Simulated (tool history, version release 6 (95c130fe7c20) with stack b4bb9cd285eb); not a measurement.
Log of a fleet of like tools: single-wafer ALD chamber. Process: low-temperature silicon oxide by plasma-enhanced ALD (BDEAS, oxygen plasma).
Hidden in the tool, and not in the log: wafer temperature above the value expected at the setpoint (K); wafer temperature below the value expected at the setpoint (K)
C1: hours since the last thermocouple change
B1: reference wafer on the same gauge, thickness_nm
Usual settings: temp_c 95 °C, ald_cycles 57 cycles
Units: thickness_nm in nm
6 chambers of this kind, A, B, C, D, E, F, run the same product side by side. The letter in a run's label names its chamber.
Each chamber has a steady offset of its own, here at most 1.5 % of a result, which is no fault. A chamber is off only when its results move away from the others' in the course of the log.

{"run": "1E", "hour": 7.0, "temp_c": 95, "ald_cycles": 57, "C1": 433.3, "B1": 8.03, "thickness_nm": 8.3129}
{"run": "2C", "hour": 14.3, "temp_c": 95, "ald_cycles": 57, "C1": 1133.4, "B1": 8.0315, "thickness_nm": 8.2498}
{"run": "3D", "hour": 20.4, "temp_c": 95, "ald_cycles": 57, "C1": 2027.3, "B1": 8.0335, "thickness_nm": 8.3754}
{"run": "4A", "hour": 27.7, "temp_c": 95, "ald_cycles": 57, "C1": 1771.5, "B1": 8.0354, "thickness_nm": 8.1907}
{"run": "5F", "hour": 31.7, "temp_c": 95, "ald_cycles": 57, "C1": 777.9, "B1": 8.0383, "thickness_nm": 8.3093}
{"run": "6B", "hour": 36.4, "temp_c": 95, "ald_cycles": 57, "C1": 913.1, "B1": 8.0347, "thickness_nm": 8.3228}
{"run": "7C", "hour": 40.8, "temp_c": 95, "ald_cycles": 57, "C1": 1159.9, "B1": 8.0379, "thickness_nm": 8.2368}
{"run": "8A", "hour": 47.1, "temp_c": 95, "ald_cycles": 57, "C1": 1790.9, "B1": 8.0378, "thickness_nm": 8.1896}
{"hour": 50.3, "done": "chamber D: thermocouple changed; heater temperature recalibrated"}
{"run": "9B", "hour": 51.9, "temp_c": 95, "ald_cycles": 57, "C1": 928.6, "B1": 8.037, "thickness_nm": 8.3177}
{"run": "10E", "hour": 56.8, "temp_c": 101, "ald_cycles": 66, "C1": 483.1, "B1": 8.0405, "thickness_nm": 9.4566}
{"run": "11D", "hour": 61.8, "temp_c": 101, "ald_cycles": 66, "C1": 11.5, "B1": 8.0405, "thickness_nm": 9.5236}
{"run": "12F", "hour": 66.6, "temp_c": 101, "ald_cycles": 66, "C1": 812.8, "B1": 8.0414, "thickness_nm": 9.453}
{"run": "13D", "hour": 70.3, "temp_c": 101, "ald_cycles": 66, "C1": 20, "B1": 8.0426, "thickness_nm": 9.5111}
{"run": "14F", "hour": 75.5, "temp_c": 101, "ald_cycles": 66, "C1": 821.7, "B1": 8.0432, "thickness_nm": 9.4446}
{"run": "15E", "hour": 82.9, "temp_c": 101, "ald_cycles": 66, "C1": 509.2, "B1": 8.0443, "thickness_nm": 9.4595}
{"run": "16A", "hour": 90.4, "temp_c": 95, "ald_cycles": 57, "C1": 1834.2, "B1": 8.0441, "thickness_nm": 8.2066}
{"run": "17C", "hour": 96.7, "temp_c": 95, "ald_cycles": 57, "C1": 1215.8, "B1": 8.0483, "thickness_nm": 8.2688}
{"run": "18B", "hour": 103.0, "temp_c": 95, "ald_cycles": 57, "C1": 979.7, "B1": 8.0486, "thickness_nm": 8.3282}
{"run": "19D", "hour": 109.4, "temp_c": 95, "ald_cycles": 57, "C1": 59.1, "B1": 8.0497, "thickness_nm": 8.3883}
{"run": "20E", "hour": 113.4, "temp_c": 95, "ald_cycles": 57, "C1": 539.7, "B1": 8.051, "thickness_nm": 8.3162}
{"run": "21A", "hour": 118.8, "temp_c": 95, "ald_cycles": 57, "C1": 1862.6, "B1": 8.0505, "thickness_nm": 8.1972}
{"run": "22F", "hour": 125.0, "temp_c": 104, "ald_cycles": 49, "C1": 871.2, "B1": 8.0536, "thickness_nm": 6.9764}
{"run": "23C", "hour": 129.2, "temp_c": 104, "ald_cycles": 49, "C1": 1248.3, "B1": 8.0534, "thickness_nm": 6.9358}
{"run": "24B", "hour": 134.3, "temp_c": 104, "ald_cycles": 49, "C1": 1011, "B1": 8.0533, "thickness_nm": 6.9826}
{"run": "25A", "hour": 139.6, "temp_c": 104, "ald_cycles": 49, "C1": 1883.4, "B1": 8.0543, "thickness_nm": 6.8957}
{"run": "26F", "hour": 145.3, "temp_c": 104, "ald_cycles": 49, "C1": 891.5, "B1": 8.0542, "thickness_nm": 6.9959}
{"run": "27E", "hour": 152.0, "temp_c": 104, "ald_cycles": 49, "C1": 578.3, "B1": 8.057, "thickness_nm": 6.9922}
{"run": "28B", "hour": 158.8, "temp_c": 95, "ald_cycles": 57, "C1": 1035.5, "B1": 8.0596, "thickness_nm": 8.3451}
{"run": "29C", "hour": 164.3, "temp_c": 95, "ald_cycles": 57, "C1": 1283.4, "B1": 8.0584, "thickness_nm": 8.2667}
{"run": "30D", "hour": 169.4, "temp_c": 95, "ald_cycles": 57, "C1": 119.1, "B1": 8.058, "thickness_nm": 8.3828}
{"run": "31A", "hour": 176.5, "temp_c": 80, "ald_cycles": 57, "C1": 1920.3, "B1": 8.0634, "thickness_nm": 8.6387}
{"run": "32C", "hour": 180.7, "temp_c": 80, "ald_cycles": 57, "C1": 1299.8, "B1": 8.059, "thickness_nm": 8.7177}
{"run": "33F", "hour": 187.4, "temp_c": 80, "ald_cycles": 57, "C1": 933.6, "B1": 8.0649, "thickness_nm": 8.7865}
{"run": "34E", "hour": 194.6, "temp_c": 80, "ald_cycles": 57, "C1": 620.9, "B1": 8.0657, "thickness_nm": 8.8062}
{"run": "35D", "hour": 201.2, "temp_c": 80, "ald_cycles": 57, "C1": 150.9, "B1": 8.0696, "thickness_nm": 8.8603}
{"run": "36B", "hour": 207.7, "temp_c": 80, "ald_cycles": 57, "C1": 1084.4, "B1": 8.0676, "thickness_nm": 8.7668}
{"run": "37E", "hour": 215.0, "temp_c": 95, "ald_cycles": 57, "C1": 641.3, "B1": 8.068, "thickness_nm": 8.35}

Is one chamber off against the others, does the gauge drift, or is nothing wrong? If a chamber is off, say which, and what the likeliest cause is.

The gauge drifts, so all chambers seem to drift together. No chamber is off.
Cause: gauge reads high (%) = 0.486.
